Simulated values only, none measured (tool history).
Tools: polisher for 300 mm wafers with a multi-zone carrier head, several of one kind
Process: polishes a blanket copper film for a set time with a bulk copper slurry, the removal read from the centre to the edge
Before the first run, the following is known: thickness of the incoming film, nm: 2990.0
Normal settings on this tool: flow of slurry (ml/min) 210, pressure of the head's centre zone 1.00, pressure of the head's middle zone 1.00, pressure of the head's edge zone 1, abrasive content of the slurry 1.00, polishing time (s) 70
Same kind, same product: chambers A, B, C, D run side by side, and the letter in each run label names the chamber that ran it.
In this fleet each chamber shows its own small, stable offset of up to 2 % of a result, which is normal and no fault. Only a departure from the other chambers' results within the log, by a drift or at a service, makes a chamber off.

| run | hour | flow of slurry (ml/min) | pressure of the head's centre zone | pressure of the head's middle zone | pressure of the head's edge zone | abrasive content of the slurry | polishing time (s) | wafers polished on this pad | hours since the slurry nozzle was cleaned | hours since the centre zone pressure was calibrated | hours since the edge zone pressure was calibrated | film removed at the wafer's centre (nm) | film removed at mid-radius (nm) | film removed at the wafer's edge (nm) |
|---|---|---|---|---|---|---|---|---|---|---|---|---|---|---|
|  | 0.7 | chamber C: worn pad replaced by a new one |
|  | 12.5 | chamber C: slurry nozzle cleaned |
| 1A | 12.7 | 210 | 1.00 | 1.00 | 1 | 1.00 | 70 | 263 | 87.8 | 183.2 | 598.3 | 437.90 | 444.93 | 440.13 |
| 2D | 22.6 | 210 | 1.00 | 1.00 | 1 | 1.00 | 70 | 460 | 97.6 | 750.1 | 165.5 | 433.75 | 443.51 | 445.20 |
| 3C | 33.5 | 210 | 1.00 | 1.00 | 1 | 1.00 | 70 | 347 | 21.1 | 72.6 | 355.7 | 436.83 | 440.89 | 447.14 |
|  | 37.0 | chamber B: centre zone pressure recalibrated |
|  | 38.6 | chamber B: worn pad replaced by a new one |
|  | 44.6 | chamber A: worn pad replaced by a new one |
| 4B | 45.0 | 210 | 1.00 | 1.00 | 1 | 1.00 | 70 | 68 | 146.7 | 8.0 | 590.9 | 447.23 | 442.68 | 447.51 |
| 5A | 56.1 | 210 | 1.00 | 1.00 | 1 | 1.00 | 70 | 121 | 131.2 | 226.6 | 641.7 | 434.15 | 446.68 | 440.12 |
| 6B | 68.9 | 210 | 1.06 | 1.00 | 1 | 1.00 | 70 | 320 | 170.6 | 31.9 | 614.8 | 474.62 | 447.19 | 445.54 |
|  | 72.8 | chamber D: worn pad replaced by a new one |
| 7D | 80.3 | 210 | 1.06 | 1.00 | 1 | 1.00 | 70 | 79 | 155.3 | 807.8 | 223.2 | 457.21 | 444.03 | 443.45 |
| 8C | 92.6 | 210 | 1.06 | 1.00 | 1 | 1.00 | 70 | 971 | 80.2 | 131.7 | 414.8 | 479.99 | 445.17 | 434.36 |
|  | 94.8 | chamber B: edge zone pressure recalibrated |
| 9D | 103.2 | 210 | 1.06 | 1.00 | 1 | 1.00 | 70 | 321 | 178.2 | 830.7 | 246.1 | 461.49 | 434.52 | 433.62 |
|  | 109.0 | chamber A: worn pad replaced by a new one |
| 10C | 111.7 | 210 | 1.00 | 1.00 | 1 | 1.00 | 70 | 1172 | 99.3 | 150.8 | 433.9 | 448.64 | 445.05 | 451.27 |
|  | 112.9 | chamber C: worn pad replaced by a new one |
|  | 117.2 | chamber B: worn pad replaced by a new one |
| 11A | 124.8 | 210 | 1.00 | 1.00 | 1 | 1.00 | 70 | 166 | 199.9 | 295.3 | 710.4 | 440.50 | 444.16 | 438.22 |
| 12B | 131.0 | 210 | 1.00 | 1.00 | 1 | 1.00 | 70 | 146 | 232.7 | 94.0 | 36.2 | 452.34 | 449.29 | 442.99 |
| 13C | 143.5 | 210 | 1.00 | 1.00 | 1 | 1.00 | 70 | 323 | 131.1 | 182.6 | 465.7 | 444.09 | 441.40 | 435.27 |
| 14B | 157.4 | 210 | 1.00 | 1.00 | 1 | 1.00 | 70 | 425 | 259.1 | 120.4 | 62.6 | 453.77 | 449.25 | 430.35 |
| 15D | 164.4 | 210 | 1.00 | 1.00 | 1 | 1.00 | 70 | 967 | 239.4 | 891.9 | 307.3 | 412.05 | 434.29 | 444.70 |
|  | 168.0 | chamber D: worn pad replaced by a new one |
|  | 170.2 | chamber A: worn pad replaced by a new one |
| 16A | 175.9 | 210 | 1.00 | 1.00 | 1 | 1.00 | 70 | 60 | 251.0 | 346.4 | 761.5 | 441.02 | 443.87 | 440.75 |
|  | 184.2 | chamber B: worn pad replaced by a new one |
| 17C | 188.1 | 210 | 1.00 | 1.00 | 1 | 1.00 | 70 | 794 | 175.7 | 227.2 | 510.3 | 454.93 | 450.47 | 439.16 |
|  | 191.9 | chamber C: slurry nozzle cleaned |
| 18D | 196.5 | 210 | 1.07 | 1.00 | 1 | 1.00 | 70 | 301 | 271.5 | 924.0 | 339.4 | 449.68 | 427.64 | 433.42 |
|  | 197.5 | chamber C: edge zone pressure recalibrated |
| 19A | 205.2 | 210 | 1.07 | 1.00 | 1 | 1.00 | 70 | 369 | 280.3 | 375.7 | 790.8 | 475.19 | 442.39 | 442.44 |
|  | 216.2 | chamber C: worn pad replaced by a new one |
| 20B | 218.6 | 210 | 1.07 | 1.00 | 1 | 1.00 | 70 | 363 | 320.3 | 181.6 | 123.8 | 474.24 | 440.10 | 443.74 |
| 21D | 225.2 | 210 | 1.07 | 1.00 | 1 | 1.00 | 70 | 604 | 300.2 | 952.7 | 368.1 | 443.22 | 420.32 | 433.40 |
|  | 228.1 | chamber A: worn pad replaced by a new one |
| 22B | 234.4 | 210 | 1.00 | 1.00 | 1 | 1.00 | 70 | 530 | 336.1 | 197.4 | 139.6 | 451.99 | 447.15 | 451.24 |
| 23A | 245.4 | 210 | 1.00 | 1.00 | 1 | 1.00 | 70 | 183 | 320.5 | 415.9 | 831.0 | 441.53 | 446.95 | 447.71 |
|  | 252.0 | chamber D: worn pad replaced by a new one |
| 24C | 256.4 | 210 | 1.00 | 1.00 | 1 | 1.00 | 70 | 424 | 64.5 | 295.5 | 58.9 | 447.18 | 443.81 | 447.41 |
|  | 258.1 | chamber B: worn pad replaced by a new one |
| 25C | 262.8 | 210 | 1.00 | 1.00 | 1 | 1.00 | 70 | 492 | 70.9 | 301.9 | 65.3 | 446.05 | 446.54 | 454.40 |
| 26B | 271.7 | 210 | 1.00 | 1.11 | 1 | 0.85 | 70 | 144 | 373.4 | 234.7 | 176.9 | 436.00 | 475.72 | 438.87 |
| 27A | 280.1 | 210 | 1.00 | 1.11 | 1 | 0.85 | 70 | 549 | 355.2 | 450.6 | 865.7 | 429.14 | 477.05 | 417.32 |
|  | 288.0 | chamber B: slurry nozzle cleaned |
| 28D | 289.2 | 210 | 1.00 | 1.11 | 1 | 0.85 | 70 | 393 | 364.2 | 1016.7 | 432.1 | 387.77 | 437.81 | 403.64 |
|  | 294.9 | chamber A: worn pad replaced by a new one |
| 29C | 301.1 | 210 | 1.00 | 1.11 | 1 | 0.85 | 70 | 896 | 109.2 | 340.2 | 103.6 | 435.63 | 468.84 | 433.99 |
| 30B | 314.7 | 210 | 1.00 | 1.00 | 1 | 1.00 | 70 | 598 | 26.8 | 277.7 | 219.9 | 445.37 | 444.04 | 446.70 |
| 31A | 321.6 | 210 | 1.00 | 1.00 | 1 | 1.00 | 70 | 282 | 396.7 | 492.1 | 907.2 | 433.27 | 446.50 | 445.24 |

All chambers now run identical settings, listed one chamber a line with results as question marks. What results will each chamber show?
| 32A | 331.6 | 210 | 1.00 | 1.00 | 1 | 1.00 | 51 |  |  |  |  | ? | ? | ? |
| 32B | 331.6 | 210 | 1.00 | 1.00 | 1 | 1.00 | 51 |  |  |  |  | ? | ? | ? |
| 32C | 331.6 | 210 | 1.00 | 1.00 | 1 | 1.00 | 51 |  |  |  |  | ? | ? | ? |
| 32D | 331.6 | 210 | 1.00 | 1.00 | 1 | 1.00 | 51 |  |  |  |  | ? | ? | ? |

| run | film removed at the wafer's centre (nm) | film removed at mid-radius (nm) | film removed at the wafer's edge (nm) |
|---|---|---|---|
| 32A | 315.73 | 322.07 | 314.94 |
| 32B | 329.10 | 322.65 | 323.06 |
| 32C | 327.04 | 324.28 | 325.99 |
| 32D | 288.09 | 291.84 | 300.69 |

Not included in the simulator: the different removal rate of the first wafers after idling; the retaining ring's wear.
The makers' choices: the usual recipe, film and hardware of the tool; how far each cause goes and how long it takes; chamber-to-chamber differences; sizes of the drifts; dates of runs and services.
